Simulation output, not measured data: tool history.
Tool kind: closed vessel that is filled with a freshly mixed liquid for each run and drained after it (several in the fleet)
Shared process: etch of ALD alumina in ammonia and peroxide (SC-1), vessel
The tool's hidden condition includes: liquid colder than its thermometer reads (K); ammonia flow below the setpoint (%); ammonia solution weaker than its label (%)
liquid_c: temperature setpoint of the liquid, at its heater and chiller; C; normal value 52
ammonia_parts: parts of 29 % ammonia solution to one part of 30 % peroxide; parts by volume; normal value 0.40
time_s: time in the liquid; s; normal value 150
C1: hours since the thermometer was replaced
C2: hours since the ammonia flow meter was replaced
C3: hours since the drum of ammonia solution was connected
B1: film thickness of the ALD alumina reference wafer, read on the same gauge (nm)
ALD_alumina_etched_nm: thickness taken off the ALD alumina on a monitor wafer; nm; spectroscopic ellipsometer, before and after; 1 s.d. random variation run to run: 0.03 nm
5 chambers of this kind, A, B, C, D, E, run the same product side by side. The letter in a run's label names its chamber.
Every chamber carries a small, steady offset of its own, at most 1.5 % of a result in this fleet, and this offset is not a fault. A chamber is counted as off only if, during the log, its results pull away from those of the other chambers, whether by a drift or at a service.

At hour 2.4: chamber A: new drum of ammonia solution connected.
Run 1A, hour 13.0: usual settings; C1 631.1; C2 1269.5; C3 10.7; B1 30.003. Result: ALD_alumina_etched_nm 8.6922 nm.
Run 2E, hour 25.7: usual settings; C1 834.4; C2 1797.8; C3 717.5; B1 29.967. Result: ALD_alumina_etched_nm 8.6522 nm.
Run 3C, hour 37.3: usual settings; C1 1047.2; C2 344.8; C3 190.0; B1 29.979. Result: ALD_alumina_etched_nm 8.6984 nm.
At hour 39.0: chamber E: new drum of ammonia solution connected.
Run 4D, hour 44.9: usual settings; C1 694.3; C2 834.7; C3 487.9; B1 29.992. Result: ALD_alumina_etched_nm 8.7640 nm.
Run 5B, hour 56.9: usual settings; C1 266.9; C2 94.0; C3 231.4; B1 29.995. Result: ALD_alumina_etched_nm 8.6215 nm.
Run 6A, hour 70.0: usual settings; C1 688.1; C2 1326.5; C3 67.7; B1 30.029. Result: ALD_alumina_etched_nm 8.7117 nm.
Run 7C, hour 79.0: usual settings; C1 1088.9; C2 386.5; C3 231.7; B1 30.000. Result: ALD_alumina_etched_nm 8.6628 nm.
Run 8D, hour 86.9: usual settings; C1 736.3; C2 876.7; C3 529.9; B1 30.003. Result: ALD_alumina_etched_nm 8.8415 nm.
Run 9E, hour 98.1: usual settings; C1 906.8; C2 1870.2; C3 59.1; B1 30.002. Result: ALD_alumina_etched_nm 8.6579 nm.
Run 10B, hour 109.4: usual settings; C1 319.4; C2 146.5; C3 283.9; B1 30.002. Result: ALD_alumina_etched_nm 8.6818 nm.
Run 11D, hour 115.9: usual settings; C1 765.3; C2 905.7; C3 558.9; B1 30.027. Result: ALD_alumina_etched_nm 8.8298 nm.
Run 12A, hour 125.2: usual settings; C1 743.3; C2 1381.7; C3 122.9; B1 29.981. Result: ALD_alumina_etched_nm 8.6390 nm.
Run 13C, hour 131.7: usual settings but ammonia_parts 0.55 parts by volume, time_s 115 s; C1 1141.6; C2 439.2; C3 284.4; B1 30.045. Result: ALD_alumina_etched_nm 6.8603 nm.
At hour 131.8: chamber D: thermometer replaced.
Run 14E, hour 140.2: usual settings but ammonia_parts 0.55 parts by volume, time_s 115 s; C1 948.9; C2 1912.3; C3 101.2; B1 29.999. Result: ALD_alumina_etched_nm 6.8476 nm.
At hour 144.3: chamber E: ammonia flow meter replaced.
Run 15B, hour 149.3: usual settings but ammonia_parts 0.55 parts by volume, time_s 115 s; C1 359.3; C2 186.4; C3 323.8; B1 29.982. Result: ALD_alumina_etched_nm 6.8836 nm.
Run 16D, hour 159.2: usual settings but ammonia_parts 0.55 parts by volume, time_s 115 s; C1 27.5; C2 949.0; C3 602.2; B1 30.017. Result: ALD_alumina_etched_nm 6.9634 nm.
Run 17B, hour 167.1: usual settings but ammonia_parts 0.55 parts by volume, time_s 115 s; C1 377.1; C2 204.2; C3 341.6; B1 30.011. Result: ALD_alumina_etched_nm 6.8386 nm.
Run 18C, hour 177.7: usual settings; C1 1187.6; C2 485.2; C3 330.4; B1 30.003. Result: ALD_alumina_etched_nm 8.6889 nm.
At hour 187.1: chamber A: new drum of ammonia solution connected.
Run 19A, hour 188.1: usual settings; C1 806.2; C2 1444.6; C3 1.0; B1 29.974. Result: ALD_alumina_etched_nm 8.5512 nm.
Run 20E, hour 194.3: usual settings; C1 1003.0; C2 50.1; C3 155.3; B1 29.962. Result: ALD_alumina_etched_nm 8.5973 nm.
Run 21C, hour 208.2: usual settings; C1 1218.1; C2 515.7; C3 360.9; B1 29.997. Result: ALD_alumina_etched_nm 8.6736 nm.
Run 22B, hour 216.0: usual settings; C1 426.0; C2 253.1; C3 390.5; B1 30.015. Result: ALD_alumina_etched_nm 8.6496 nm.
Run 23E, hour 227.4: usual settings; C1 1036.1; C2 83.2; C3 188.4; B1 29.989. Result: ALD_alumina_etched_nm 8.6629 nm.
Run 24D, hour 234.4: usual settings; C1 102.7; C2 1024.2; C3 677.4; B1 29.980. Result: ALD_alumina_etched_nm 8.7668 nm.
Run 25A, hour 243.0: usual settings but liquid_c 59 C, time_s 105 s; C1 861.1; C2 1499.5; C3 55.9; B1 30.002. Result: ALD_alumina_etched_nm 8.5663 nm.
Run 26C, hour 251.1: usual settings but liquid_c 59 C, time_s 105 s; C1 1261.0; C2 558.6; C3 403.8; B1 30.031. Result: ALD_alumina_etched_nm 8.8189 nm.
Run 27B, hour 257.5: usual settings but liquid_c 59 C, time_s 105 s; C1 467.5; C2 294.6; C3 432.0; B1 29.975. Result: ALD_alumina_etched_nm 8.7747 nm.
Run 28A, hour 265.9: usual settings but liquid_c 59 C, time_s 105 s; C1 884.0; C2 1522.4; C3 78.8; B1 30.017. Result: ALD_alumina_etched_nm 8.5603 nm.
Run 29E, hour 276.3: usual settings but liquid_c 59 C, time_s 105 s; C1 1085.0; C2 132.1; C3 237.3; B1 29.967. Result: ALD_alumina_etched_nm 8.8286 nm.
Run 30D, hour 286.2: usual settings; C1 154.5; C2 1076.0; C3 729.2; B1 30.010. Result: ALD_alumina_etched_nm 8.7803 nm.
Run 31C, hour 299.1: usual settings; C1 1309.0; C2 606.6; C3 451.8; B1 29.969. Result: ALD_alumina_etched_nm 8.6872 nm.
Run 32A, hour 306.5: usual settings but liquid_c 48 C; C1 924.6; C2 1563.0; C3 119.4; B1 30.027. Result: ALD_alumina_etched_nm 6.8079 nm.
Run 33D, hour 316.4: usual settings but liquid_c 48 C; C1 184.7; C2 1106.2; C3 759.4; B1 29.991. Result: ALD_alumina_etched_nm 7.0251 nm.

Next, every chamber runs the same settings. What will each give?
Run 34A, hour 326.4: usual settings. Result: ALD_alumina_etched_nm ?.
Run 34B, hour 326.4: usual settings. Result: ALD_alumina_etched_nm ?.
Run 34C, hour 326.4: usual settings. Result: ALD_alumina_etched_nm ?.
Run 34D, hour 326.4: usual settings. Result: ALD_alumina_etched_nm ?.
Run 34E, hour 326.4: usual settings. Result: ALD_alumina_etched_nm ?.

run  ALD_alumina_etched_nm
34A                 8.3773
34B                 8.6340
34C                 8.6892
34D                 8.7859
34E                 8.5696
